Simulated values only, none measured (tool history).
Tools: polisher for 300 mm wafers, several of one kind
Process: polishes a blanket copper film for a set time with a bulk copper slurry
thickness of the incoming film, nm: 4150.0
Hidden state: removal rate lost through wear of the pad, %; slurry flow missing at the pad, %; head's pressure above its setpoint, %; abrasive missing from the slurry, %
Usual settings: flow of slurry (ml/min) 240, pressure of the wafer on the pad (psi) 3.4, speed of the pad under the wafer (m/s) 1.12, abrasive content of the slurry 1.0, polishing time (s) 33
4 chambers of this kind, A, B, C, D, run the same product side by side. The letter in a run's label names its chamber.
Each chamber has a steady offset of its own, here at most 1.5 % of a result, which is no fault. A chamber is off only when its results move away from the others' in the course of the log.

| run | hour | flow of slurry (ml/min) | pressure of the wafer on the pad (psi) | speed of the pad under the wafer (m/s) | abrasive content of the slurry | polishing time (s) | wafers polished on this pad | hours since the slurry nozzle was cleaned | hours since the head pressure was calibrated | hours since the slurry blender was calibrated | film removed (nm) |
|---|---|---|---|---|---|---|---|---|---|---|---|
|  | 10.7 | chamber C: worn pad replaced by a new one |
| 1C | 14.0 | 240 | 3.4 | 1.12 | 1.0 | 33 | 44 | 375.6 | 416.7 | 301.0 | 478.02 |
|  | 21.6 | chamber A: worn pad replaced by a new one |
| 2B | 26.8 | 240 | 3.4 | 1.12 | 1.0 | 33 | 1140 | 459.5 | 301.0 | 53.7 | 475.01 |
|  | 32.4 | chamber D: worn pad replaced by a new one |
| 3D | 40.5 | 240 | 3.4 | 1.12 | 1.0 | 33 | 107 | 583.3 | 50.1 | 324.7 | 478.69 |
|  | 48.5 | chamber C: head pressure recalibrated |
| 4A | 50.0 | 240 | 3.4 | 1.12 | 1.0 | 33 | 374 | 634.5 | 958.0 | 63.5 | 486.07 |
| 5C | 57.3 | 240 | 3.4 | 1.12 | 1.0 | 33 | 612 | 418.9 | 8.8 | 344.3 | 489.74 |
|  | 62.8 | chamber B: worn pad replaced by a new one |
|  | 64.8 | chamber C: worn pad replaced by a new one |
| 6D | 67.0 | 240 | 3.4 | 1.12 | 1.0 | 33 | 455 | 609.8 | 76.6 | 351.2 | 482.28 |
| 7B | 75.9 | 240 | 3.4 | 1.12 | 1.0 | 33 | 172 | 508.6 | 350.1 | 102.8 | 466.41 |
| 8A | 84.1 | 240 | 3.4 | 1.12 | 1.0 | 33 | 821 | 668.6 | 992.1 | 97.6 | 490.14 |
|  | 85.6 | chamber A: worn pad replaced by a new one |
| 9A | 96.7 | 240 | 3.4 | 1.12 | 1.0 | 33 | 146 | 681.2 | 1004.7 | 110.2 | 483.88 |
| 10D | 103.3 | 240 | 3.4 | 1.12 | 1.0 | 33 | 931 | 646.1 | 112.9 | 387.5 | 482.86 |
| 11B | 112.0 | 240 | 3.4 | 1.12 | 1.0 | 33 | 646 | 544.7 | 386.2 | 138.9 | 457.18 |
|  | 120.6 | chamber C: worn pad replaced by a new one |
| 12C | 121.1 | 240 | 3.4 | 1.12 | 1.0 | 33 | 6 | 482.7 | 72.6 | 408.1 | 485.97 |
|  | 122.5 | chamber A: slurry blender recalibrated |
| 13B | 130.4 | 215 | 3.4 | 1.12 | 1.1 | 33 | 887 | 563.1 | 404.6 | 157.3 | 470.43 |
| 14A | 137.2 | 215 | 3.4 | 1.12 | 1.1 | 33 | 677 | 721.7 | 1045.2 | 14.7 | 492.22 |
|  | 141.8 | chamber D: slurry blender recalibrated |
|  | 142.4 | chamber A: slurry nozzle cleaned |
|  | 142.5 | chamber A: head pressure recalibrated |
|  | 147.1 | chamber B: head pressure recalibrated |
| 15D | 147.7 | 215 | 3.4 | 1.12 | 1.1 | 33 | 1514 | 690.5 | 157.3 | 6.0 | 490.91 |
|  | 148.1 | chamber D: worn pad replaced by a new one |
|  | 148.5 | chamber A: worn pad replaced by a new one |
|  | 151.4 | chamber C: slurry nozzle cleaned |
| 16C | 154.7 | 215 | 3.4 | 1.12 | 1.1 | 33 | 447 | 3.3 | 106.2 | 441.7 | 494.21 |
|  | 156.4 | chamber B: slurry nozzle cleaned |
| 17D | 168.5 | 240 | 3.4 | 1.12 | 1.0 | 33 | 268 | 711.3 | 178.1 | 26.8 | 481.89 |
|  | 170.2 | chamber B: worn pad replaced by a new one |
|  | 170.2 | chamber C: worn pad replaced by a new one |
| 18B | 182.9 | 240 | 3.4 | 1.12 | 1.0 | 33 | 167 | 26.6 | 35.8 | 209.8 | 464.80 |
|  | 188.0 | chamber C: slurry blender recalibrated |
| 19C | 196.2 | 240 | 3.4 | 1.12 | 1.0 | 33 | 341 | 44.8 | 147.7 | 8.3 | 483.18 |
|  | 207.7 | chamber A: worn pad replaced by a new one |
| 20A | 208.2 | 240 | 3.4 | 1.12 | 1.0 | 33 | 7 | 65.8 | 65.8 | 85.7 | 481.27 |
|  | 215.9 | chamber C: worn pad replaced by a new one |
| 21C | 221.3 | 240 | 3.4 | 1.12 | 1.0 | 33 | 71 | 69.9 | 172.8 | 33.4 | 486.51 |
|  | 222.7 | chamber D: slurry nozzle cleaned |
| 22D | 227.5 | 240 | 2.4 | 1.12 | 1.0 | 23 | 1042 | 4.9 | 237.1 | 85.8 | 239.60 |
| 23B | 234.8 | 240 | 2.4 | 1.12 | 1.0 | 23 | 849 | 78.5 | 87.7 | 261.7 | 219.46 |
| 24A | 242.3 | 240 | 2.4 | 1.12 | 1.0 | 23 | 455 | 99.9 | 99.9 | 119.8 | 239.97 |
|  | 243.7 | chamber A: slurry blender recalibrated |
|  | 246.9 | chamber D: worn pad replaced by a new one |
| 25A | 251.9 | 240 | 2.4 | 1.12 | 1.0 | 23 | 581 | 109.5 | 109.5 | 8.3 | 242.76 |
| 26D | 258.3 | 240 | 3.4 | 1.12 | 1.0 | 33 | 150 | 35.7 | 267.9 | 116.6 | 484.37 |

All 4 chambers run these settings next. Forecast each chamber's results:
| 27A | 268.6 | 240 | 2.8 | 1.12 | 1.0 | 33 |  |  |  |  | ? |
| 27B | 268.6 | 240 | 2.8 | 1.12 | 1.0 | 33 |  |  |  |  | ? |
| 27C | 268.6 | 240 | 2.8 | 1.12 | 1.0 | 33 |  |  |  |  | ? |
| 27D | 268.6 | 240 | 2.8 | 1.12 | 1.0 | 33 |  |  |  |  | ? |

| run | film removed (nm) |
|---|---|
| 27A | 403.27 |
| 27B | 371.01 |
| 27C | 401.71 |
| 27D | 396.78 |

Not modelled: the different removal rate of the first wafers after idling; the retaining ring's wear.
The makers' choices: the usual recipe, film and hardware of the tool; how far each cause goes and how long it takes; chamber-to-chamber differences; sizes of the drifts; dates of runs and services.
